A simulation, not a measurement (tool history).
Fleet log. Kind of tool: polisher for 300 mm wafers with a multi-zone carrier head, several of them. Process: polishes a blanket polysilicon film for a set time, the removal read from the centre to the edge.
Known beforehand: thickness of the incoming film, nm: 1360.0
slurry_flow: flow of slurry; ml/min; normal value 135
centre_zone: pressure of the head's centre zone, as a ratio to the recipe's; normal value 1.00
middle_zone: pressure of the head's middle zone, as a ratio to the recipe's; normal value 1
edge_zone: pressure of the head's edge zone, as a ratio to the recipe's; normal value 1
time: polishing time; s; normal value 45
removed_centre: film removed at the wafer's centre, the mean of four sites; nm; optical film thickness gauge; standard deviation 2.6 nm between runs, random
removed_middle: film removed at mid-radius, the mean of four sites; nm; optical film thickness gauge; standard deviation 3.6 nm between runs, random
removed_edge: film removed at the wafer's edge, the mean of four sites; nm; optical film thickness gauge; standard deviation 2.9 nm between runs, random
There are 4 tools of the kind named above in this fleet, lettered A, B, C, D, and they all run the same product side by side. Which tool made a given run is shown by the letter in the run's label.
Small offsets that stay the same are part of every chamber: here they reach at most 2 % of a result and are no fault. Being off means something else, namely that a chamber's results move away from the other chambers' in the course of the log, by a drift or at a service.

run     day  slurry_flow  centre_zone  middle_zone  edge_zone  time  wafers polished on this pad  hours since the slurry nozzle was cleaned  hours since the centre zone pressure was calibrated  hours since the edge zone pressure was calibrated  removed_centre  removed_middle  removed_edge
      0.333  -- chamber A: worn pad replaced by a new one
 1C   0.425          135         1.00            1          1    45                          152                                      320.0                                                376.6                                              200.8          278.49          283.61        286.60
      0.479  -- chamber B: worn pad replaced by a new one
 2B   1.021          135         1.00            1          1    45                          155                                      193.2                                                155.6                                              280.9          278.02          280.63        282.04
 3D   1.450          135         1.00            1          1    45                          998                                       64.5                                                384.1                                              545.4          283.23          281.32        288.74
 4A   1.804          135         1.00            1          1    45                          420                                      227.0                                               1117.6                                              262.5          282.39          282.26        279.15
 5B   2.250          135         1.00            1          1    45                          506                                      222.7                                                185.1                                              310.4          284.80          282.84        279.22
      2.300  -- chamber C: worn pad replaced by a new one
 6C   2.533          135         1.00            1          1    45                           66                                      370.6                                                427.2                                              251.4          279.47          281.09        281.29
 7D   2.950          135         1.00            1          1    45                         1426                                      100.5                                                420.1                                              581.4          281.74          275.59        288.96
      3.188  -- chamber A: worn pad replaced by a new one
 8A   3.350          135         1.00            1          1    53                           46                                      264.1                                               1154.7                                              299.6          334.52          328.92        330.40
 9A   3.842          135         1.00            1          1    53                          187                                      275.9                                               1166.5                                              311.4          332.57          329.01        330.01
      3.938  -- chamber B: worn pad replaced by a new one
10B   4.350          135         1.00            1          1    53                          118                                      273.1                                                235.5                                              360.8          329.65          332.67        340.43
11C   4.608          135         1.00            1          1    53                          659                                      420.4                                                477.0                                              301.2          329.73          332.73        332.70
12D   4.908          135         1.00            1          1    45                         1986                                      147.5                                                467.1                                              628.4          278.71          283.90        289.86
      4.933  -- chamber C: worn pad replaced by a new one
13C   5.212          135         1.00            1          1    45                           80                                      434.9                                                491.5                                              315.7          281.78          284.08        277.74
14D   5.796          135         1.00            1          1    45                         2239                                      168.8                                                488.4                                              649.7          276.16          278.71        281.08
      6.050  -- chamber A: worn pad replaced by a new one
15B   6.308          135         1.00            1          1    45                          677                                      320.1                                                282.5                                              407.8          281.50          285.60        280.81
      6.342  -- chamber B: slurry nozzle cleaned
      6.508  -- chamber A: slurry nozzle cleaned
16A   6.775          135         1.00            1          1    45                          208                                        6.4                                               1236.9                                              381.8          285.32          280.49        284.13
17D   7.196          135         1.00            1          1    45                         2639                                      202.4                                                522.0                                              683.3          265.82          279.49        285.87
      7.321  -- chamber C: worn pad replaced by a new one
18B   7.638          135         1.00            1          1    45                         1057                                       31.1                                                314.4                                              439.7          278.63          282.31        281.70
      8.021  -- chamber B: worn pad replaced by a new one
19A   8.162          135         1.00            1          1    45                          604                                       39.7                                               1270.2                                              415.1          287.72          279.46        283.25
20C   8.425          135         0.93            1          1    45                          315                                      512.0                                                568.6                                              392.8          257.83          285.66        287.24
      8.492  -- chamber A: worn pad replaced by a new one
21C   9.012          135         0.93            1          1    45                          483                                      526.1                                                582.7                                              406.9          256.92          279.11        290.16
22A   9.550          135         0.93            1          1    45                          303                                       73.0                                               1303.5                                              448.4          260.81          274.51        281.52
      9.971  -- chamber C: worn pad replaced by a new one
23B   9.988          135         0.93            1          1    45                          562                                       87.5                                                370.8                                              496.1          259.43          288.95        282.97
24D  10.396          135         1.00            1          1    45                         3553                                      279.2                                                598.8                                              760.1          258.91          260.85        270.70
25B  10.658          135         1.00            1          1    45                          754                                      103.6                                                386.9                                              512.2          278.05          289.56        280.19
     10.762  -- chamber B: edge zone pressure recalibrated
26C  11.221          135         0.96            1          1    45                          358                                      579.1                                                635.7                                              459.9          268.08          285.75        283.22
     11.408  -- chamber A: worn pad replaced by a new one
27A  11.679          135         0.96            1          1    45                           77                                      124.1                                               1354.6                                              499.5          271.31          284.76        279.17
28D  12.208          135         0.96            1          1    45                         4071                                      322.7                                                642.3                                              803.6          241.71          254.22        259.92
     12.404  -- chamber B: worn pad replaced by a new one
29B  12.588          135         0.96            1          1    45                           52                                      149.9                                                433.2                                               43.9          264.70          289.18        288.12

Which is it: a chamber that has drifted or been left off by a service, a gauge drift common to all chambers, or only each chamber's usual small offset? If a chamber is off, name it and its likeliest cause.

It is chamber D that slowly wanders off from its peers.
Most likely cause: removal rate lost through wear of the pad, % = 10.2.
Not necessarily distinguishable in this log from: slurry flow missing at the pad, %.

Here are 4 candidates for chamber D's next run, each the usual settings with a change, their results left as question marks. Which one brings its results back in line with what the others give on the usual settings?
Counts as in line when no further than this from what the other chambers average on the usual settings: removed_centre 9.20 nm; removed_middle 13.00 nm; removed_edge 10.00 nm
30D-1  13.017          135         1.01         1.01       1.00    47                                                                                                                                                                                               ?               ?             ?
30D-2  13.017          140         1.01         1.01       0.99    49                                                                                                                                                                                               ?               ?             ?
30D-3  13.017          130         0.99         0.99       1.01    41                                                                                                                                                                                               ?               ?             ?
30D-4  13.017          135         0.99         0.99       1.00    43                                                                                                                                                                                               ?               ?             ?

Other chambers, usual settings, mean: removed_centre 280.88 nm; removed_middle 282.63 nm; removed_edge 283.19 nm
  run  removed_centre  removed_middle  removed_edge
30D-1          264.42          267.05        266.94
30D-2          278.10          280.57        278.33
30D-3          223.58          226.80        232.79
30D-4          236.72          239.84        244.29
30D-2 is the one that brings the chamber's results back in line with the other chambers.

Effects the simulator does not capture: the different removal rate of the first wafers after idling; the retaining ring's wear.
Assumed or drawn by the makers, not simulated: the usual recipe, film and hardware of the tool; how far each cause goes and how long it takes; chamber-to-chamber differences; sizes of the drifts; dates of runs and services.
